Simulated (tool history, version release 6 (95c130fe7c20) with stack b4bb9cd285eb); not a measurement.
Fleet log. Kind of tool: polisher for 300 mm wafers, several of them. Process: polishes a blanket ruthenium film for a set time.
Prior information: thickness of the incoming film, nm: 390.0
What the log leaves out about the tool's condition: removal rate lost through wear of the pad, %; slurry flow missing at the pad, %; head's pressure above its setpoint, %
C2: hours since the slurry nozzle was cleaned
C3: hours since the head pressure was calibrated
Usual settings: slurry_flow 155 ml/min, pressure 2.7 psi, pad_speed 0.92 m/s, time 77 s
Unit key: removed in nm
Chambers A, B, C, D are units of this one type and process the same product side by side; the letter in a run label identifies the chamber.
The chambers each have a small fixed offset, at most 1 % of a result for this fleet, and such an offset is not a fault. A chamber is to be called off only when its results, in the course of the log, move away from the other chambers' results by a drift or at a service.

Run 1C, day 0.196: usual settings; wafers polished on this pad 44; C2 67.4; C3 520.3. Result: removed 102.680 nm.
Run 2B, day 0.425: usual settings; wafers polished on this pad 658; C2 221.3; C3 191.8. Result: removed 102.560 nm.
Run 3A, day 0.617: usual settings; wafers polished on this pad 399; C2 54.2; C3 541.7. Result: removed 101.790 nm.
Run 4D, day 0.829: usual settings; wafers polished on this pad 588; C2 165.5; C3 493.0. Result: removed 101.770 nm.
Run 5C, day 0.983: usual settings; wafers polished on this pad 176; C2 86.3; C3 539.2. Result: removed 104.000 nm.
Run 6A, day 1.221: usual settings; wafers polished on this pad 499; C2 68.7; C3 556.2. Result: removed 102.670 nm.
At day 1.358: chamber C: head pressure recalibrated.
Run 7D, day 1.358: usual settings but pressure 2.0 psi, pad_speed 1.20 m/s; wafers polished on this pad 677; C2 178.2; C3 505.7. Result: removed 97.551 nm.
Run 8B, day 1.483: usual settings but pressure 2.0 psi, pad_speed 1.20 m/s; wafers polished on this pad 835; C2 246.7; C3 217.2. Result: removed 101.540 nm.
Run 9B, day 1.708: usual settings but pressure 2.0 psi, pad_speed 1.20 m/s; wafers polished on this pad 872; C2 252.1; C3 222.6. Result: removed 101.160 nm.
Run 10D, day 1.879: usual settings but pressure 2.0 psi, pad_speed 1.20 m/s; wafers polished on this pad 763; C2 190.7; C3 518.2. Result: removed 98.159 nm.
Run 11C, day 2.054: usual settings; wafers polished on this pad 354; C2 112.0; C3 16.8. Result: removed 103.050 nm.
Run 12A, day 2.262: usual settings; wafers polished on this pad 673; C2 93.7; C3 581.2. Result: removed 102.130 nm.
Run 13A, day 2.404: usual settings; wafers polished on this pad 697; C2 97.1; C3 584.6. Result: removed 102.890 nm.
Run 14D, day 2.512: usual settings; wafers polished on this pad 869; C2 205.9; C3 533.4. Result: removed 102.100 nm.
At day 2.562: chamber B: slurry nozzle cleaned.
Run 15C, day 2.750: usual settings; wafers polished on this pad 471; C2 128.7; C3 33.5. Result: removed 103.340 nm.
Run 16B, day 2.938: usual settings; wafers polished on this pad 1077; C2 9.1; C3 252.1. Result: removed 106.330 nm.
Run 17C, day 3.125: usual settings; wafers polished on this pad 533; C2 137.7; C3 42.5. Result: removed 103.640 nm.
Run 18D, day 3.342: usual settings; wafers polished on this pad 1008; C2 225.8; C3 553.3. Result: removed 102.570 nm.
Run 19B, day 3.521: usual settings but slurry_flow 180 ml/min, pad_speed 0.74 m/s; wafers polished on this pad 1175; C2 23.1; C3 266.1. Result: removed 87.336 nm.
Run 20A, day 3.667: usual settings but slurry_flow 180 ml/min, pad_speed 0.74 m/s; wafers polished on this pad 908; C2 127.4; C3 614.9. Result: removed 83.581 nm.
Run 21B, day 3.808: usual settings but slurry_flow 180 ml/min, pad_speed 0.74 m/s; wafers polished on this pad 1223; C2 30.0; C3 273.0. Result: removed 87.880 nm.
Run 22C, day 3.967: usual settings but slurry_flow 180 ml/min, pad_speed 0.74 m/s; wafers polished on this pad 674; C2 157.9; C3 62.7. Result: removed 84.951 nm.
Run 23D, day 4.104: usual settings; wafers polished on this pad 1135; C2 244.1; C3 571.6. Result: removed 102.380 nm.
Run 24A, day 4.312: usual settings; wafers polished on this pad 1016; C2 142.9; C3 630.4. Result: removed 102.190 nm.
Run 25C, day 4.438: usual settings; wafers polished on this pad 752; C2 169.2; C3 74.0. Result: removed 102.480 nm.
Run 26D, day 4.604: usual settings; wafers polished on this pad 1218; C2 256.1; C3 583.6. Result: removed 102.500 nm.
Run 27A, day 4.721: usual settings but slurry_flow 205 ml/min, pressure 2.2 psi; wafers polished on this pad 1084; C2 152.7; C3 640.2. Result: removed 87.635 nm.
At day 4.762: chamber B: worn pad replaced by a new one.
Run 28B, day 4.938: usual settings but slurry_flow 205 ml/min, pressure 2.2 psi; wafers polished on this pad 29; C2 57.1; C3 300.1. Result: removed 92.930 nm.

Is one chamber out of step, is the gauge drifting, or do the chambers differ by no more than their own small offsets? For an off chamber, give its letter and the likeliest cause.

Little by little, chamber B moves away from the other chambers.
Cause: head's pressure above its setpoint, % = 4.97.

Chamber B could run next with any of the 4 candidate recipes listed below; each alters the usual settings, and their results appear as question marks. Which one brings its results back in line with what the other chambers deliver on the usual settings?
To be in line, a result may differ from the other chambers' mean on the usual settings by at most: removed 2.600 nm
Run 29B-1, day 5.112: usual settings but time 69 s. Result: removed ?.
Run 29B-2, day 5.112: usual settings but time 81 s. Result: removed ?.
Run 29B-3, day 5.112: usual settings but pressure 2.6 psi, pad_speed 0.90 m/s. Result: removed ?.
Run 29B-4, day 5.112: usual settings but pad_speed 1.02 m/s. Result: removed ?.

Other chambers, usual settings, mean: removed 102.620 nm
  run  removed
29B-1   97.454
29B-2  114.400
29B-3  102.420
29B-4  120.530
29B-3 is the one that brings the chamber's results back in line with the other chambers.

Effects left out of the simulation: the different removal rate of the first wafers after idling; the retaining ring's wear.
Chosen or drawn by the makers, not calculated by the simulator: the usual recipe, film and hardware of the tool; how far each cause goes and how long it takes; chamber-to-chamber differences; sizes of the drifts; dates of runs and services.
